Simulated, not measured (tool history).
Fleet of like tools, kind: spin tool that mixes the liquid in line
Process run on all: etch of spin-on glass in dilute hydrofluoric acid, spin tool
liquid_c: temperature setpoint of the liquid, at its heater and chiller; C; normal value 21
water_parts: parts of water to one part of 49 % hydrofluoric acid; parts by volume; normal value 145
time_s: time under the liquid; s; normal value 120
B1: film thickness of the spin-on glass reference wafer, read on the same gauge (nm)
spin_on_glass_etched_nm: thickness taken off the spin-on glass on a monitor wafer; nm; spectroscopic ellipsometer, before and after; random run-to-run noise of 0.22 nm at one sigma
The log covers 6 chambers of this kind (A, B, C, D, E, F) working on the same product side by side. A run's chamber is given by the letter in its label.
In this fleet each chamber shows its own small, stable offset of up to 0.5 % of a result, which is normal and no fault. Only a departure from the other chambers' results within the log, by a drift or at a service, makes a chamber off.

{"run": "1C", "hour": 7.4, "liquid_c": 21, "water_parts": 145, "time_s": 120, "B1": 99.995, "spin_on_glass_etched_nm": 23.565}
{"run": "2E", "hour": 14.9, "liquid_c": 21, "water_parts": 145, "time_s": 120, "B1": 99.984, "spin_on_glass_etched_nm": 23.903}
{"run": "3A", "hour": 21.1, "liquid_c": 21, "water_parts": 145, "time_s": 120, "B1": 100.04, "spin_on_glass_etched_nm": 23.894}
{"hour": 26.2, "done": "chamber F: thermometer replaced"}
{"run": "4F", "hour": 27.1, "liquid_c": 21, "water_parts": 145, "time_s": 120, "B1": 99.959, "spin_on_glass_etched_nm": 23.986}
{"run": "5B", "hour": 31.3, "liquid_c": 21, "water_parts": 145, "time_s": 120, "B1": 100.0, "spin_on_glass_etched_nm": 24.143}
{"run": "6D", "hour": 38.5, "liquid_c": 21, "water_parts": 145, "time_s": 120, "B1": 100.0, "spin_on_glass_etched_nm": 24.024}
{"run": "7C", "hour": 42.1, "liquid_c": 21, "water_parts": 145, "time_s": 120, "B1": 99.951, "spin_on_glass_etched_nm": 24.213}
{"run": "8E", "hour": 48.1, "liquid_c": 21, "water_parts": 145, "time_s": 120, "B1": 99.967, "spin_on_glass_etched_nm": 23.836}
{"run": "9D", "hour": 51.9, "liquid_c": 21, "water_parts": 145, "time_s": 120, "B1": 100.01, "spin_on_glass_etched_nm": 24.239}
{"run": "10B", "hour": 59.2, "liquid_c": 21, "water_parts": 145, "time_s": 120, "B1": 100.01, "spin_on_glass_etched_nm": 23.885}
{"run": "11F", "hour": 64.9, "liquid_c": 21, "water_parts": 145, "time_s": 120, "B1": 100.0, "spin_on_glass_etched_nm": 23.533}
{"run": "12A", "hour": 68.4, "liquid_c": 21, "water_parts": 145, "time_s": 120, "B1": 100.02, "spin_on_glass_etched_nm": 24.292}
{"run": "13B", "hour": 74.1, "liquid_c": 21, "water_parts": 145, "time_s": 120, "B1": 99.98, "spin_on_glass_etched_nm": 23.934}
{"run": "14C", "hour": 80.3, "liquid_c": 21, "water_parts": 145, "time_s": 120, "B1": 99.975, "spin_on_glass_etched_nm": 23.645}
{"run": "15D", "hour": 87.6, "liquid_c": 21, "water_parts": 145, "time_s": 120, "B1": 99.981, "spin_on_glass_etched_nm": 25.008}
{"run": "16E", "hour": 91.0, "liquid_c": 21, "water_parts": 145, "time_s": 120, "B1": 99.986, "spin_on_glass_etched_nm": 24.136}
{"run": "17A", "hour": 94.5, "liquid_c": 21, "water_parts": 145, "time_s": 120, "B1": 99.991, "spin_on_glass_etched_nm": 23.881}
{"run": "18F", "hour": 101.6, "liquid_c": 21, "water_parts": 145, "time_s": 120, "B1": 100.02, "spin_on_glass_etched_nm": 23.79}
{"run": "19A", "hour": 105.5, "liquid_c": 21, "water_parts": 145, "time_s": 120, "B1": 100.0, "spin_on_glass_etched_nm": 23.948}
{"run": "20F", "hour": 110.3, "liquid_c": 21, "water_parts": 145, "time_s": 120, "B1": 99.993, "spin_on_glass_etched_nm": 23.746}
{"run": "21B", "hour": 116.8, "liquid_c": 21, "water_parts": 145, "time_s": 120, "B1": 99.971, "spin_on_glass_etched_nm": 24.541}
{"run": "22C", "hour": 122.6, "liquid_c": 21, "water_parts": 145, "time_s": 120, "B1": 99.99, "spin_on_glass_etched_nm": 23.91}
{"run": "23D", "hour": 128.6, "liquid_c": 21, "water_parts": 145, "time_s": 120, "B1": 99.989, "spin_on_glass_etched_nm": 25.444}
{"run": "24E", "hour": 134.3, "liquid_c": 21, "water_parts": 145, "time_s": 120, "B1": 99.998, "spin_on_glass_etched_nm": 23.864}
{"run": "25E", "hour": 141.7, "liquid_c": 21, "water_parts": 145, "time_s": 120, "B1": 100.01, "spin_on_glass_etched_nm": 23.836}
{"run": "26F", "hour": 146.3, "liquid_c": 19, "water_parts": 145, "time_s": 120, "B1": 99.998, "spin_on_glass_etched_nm": 21.752}
{"run": "27B", "hour": 153.0, "liquid_c": 19, "water_parts": 145, "time_s": 120, "B1": 99.968, "spin_on_glass_etched_nm": 22.386}
{"hour": 153.3, "done": "chamber C: thermometer replaced"}
{"run": "28D", "hour": 158.1, "liquid_c": 19, "water_parts": 145, "time_s": 120, "B1": 99.995, "spin_on_glass_etched_nm": 24.225}
{"run": "29A", "hour": 165.5, "liquid_c": 19, "water_parts": 145, "time_s": 120, "B1": 100.02, "spin_on_glass_etched_nm": 22.372}
{"run": "30C", "hour": 169.7, "liquid_c": 19, "water_parts": 145, "time_s": 120, "B1": 100.0, "spin_on_glass_etched_nm": 21.959}
{"run": "31F", "hour": 176.0, "liquid_c": 19, "water_parts": 145, "time_s": 120, "B1": 100.02, "spin_on_glass_etched_nm": 21.911}
{"run": "32B", "hour": 180.5, "liquid_c": 21, "water_parts": 145, "time_s": 120, "B1": 99.998, "spin_on_glass_etched_nm": 23.979}
{"run": "33C", "hour": 185.0, "liquid_c": 21, "water_parts": 145, "time_s": 120, "B1": 100.02, "spin_on_glass_etched_nm": 24.104}
{"run": "34E", "hour": 190.0, "liquid_c": 21, "water_parts": 145, "time_s": 120, "B1": 99.996, "spin_on_glass_etched_nm": 23.697}
{"run": "35A", "hour": 195.4, "liquid_c": 21, "water_parts": 145, "time_s": 120, "B1": 99.972, "spin_on_glass_etched_nm": 24.132}
{"run": "36D", "hour": 202.9, "liquid_c": 21, "water_parts": 145, "time_s": 120, "B1": 100.0, "spin_on_glass_etched_nm": 26.607}
{"run": "37F", "hour": 207.3, "liquid_c": 21, "water_parts": 145, "time_s": 120, "B1": 99.994, "spin_on_glass_etched_nm": 23.925}
{"run": "38A", "hour": 212.4, "liquid_c": 21, "water_parts": 145, "time_s": 120, "B1": 100.03, "spin_on_glass_etched_nm": 23.971}

Decide between three cases: one chamber stands off from its peers, the gauge reading all wafers drifts, or nothing is wrong past each chamber's small offset. Where a chamber is off, say which and what most likely put it there.

Chamber D drifts away from the others.
Most likely cause: hydrofluoric acid flow above the setpoint (%) = 10.2.
The log might look much the same if the cause were instead: liquid hotter than its thermometer reads (K).

Chamber D could run next with any of the 4 candidate recipes listed below; each alters the usual settings, and their results appear as question marks. Which one brings its results back in line with what the other chambers deliver on the usual settings?
Maximum distance from the other chambers' mean on the usual settings for a result to count as in line: spin_on_glass_etched_nm 0.770 nm
{"run": "39D-1", "hour": 217.8, "liquid_c": 21.0, "water_parts": 140, "time_s": 130, "spin_on_glass_etched_nm": "?"}
{"run": "39D-2", "hour": 217.8, "liquid_c": 21.0, "water_parts": 160, "time_s": 120, "spin_on_glass_etched_nm": "?"}
{"run": "39D-3", "hour": 217.8, "liquid_c": 21.0, "water_parts": 145, "time_s": 115, "spin_on_glass_etched_nm": "?"}
{"run": "39D-4", "hour": 217.8, "liquid_c": 22.5, "water_parts": 145, "time_s": 120, "spin_on_glass_etched_nm": "?"}

The mean the other chambers reach with the usual settings: spin_on_glass_etched_nm 23.993 nm
run=39D-1 spin_on_glass_etched_nm=30.453
run=39D-2 spin_on_glass_etched_nm=24.143
run=39D-3 spin_on_glass_etched_nm=25.889
run=39D-4 spin_on_glass_etched_nm=28.665
The right change is 39D-2: it brings the chamber back within the allowed miss of the others.
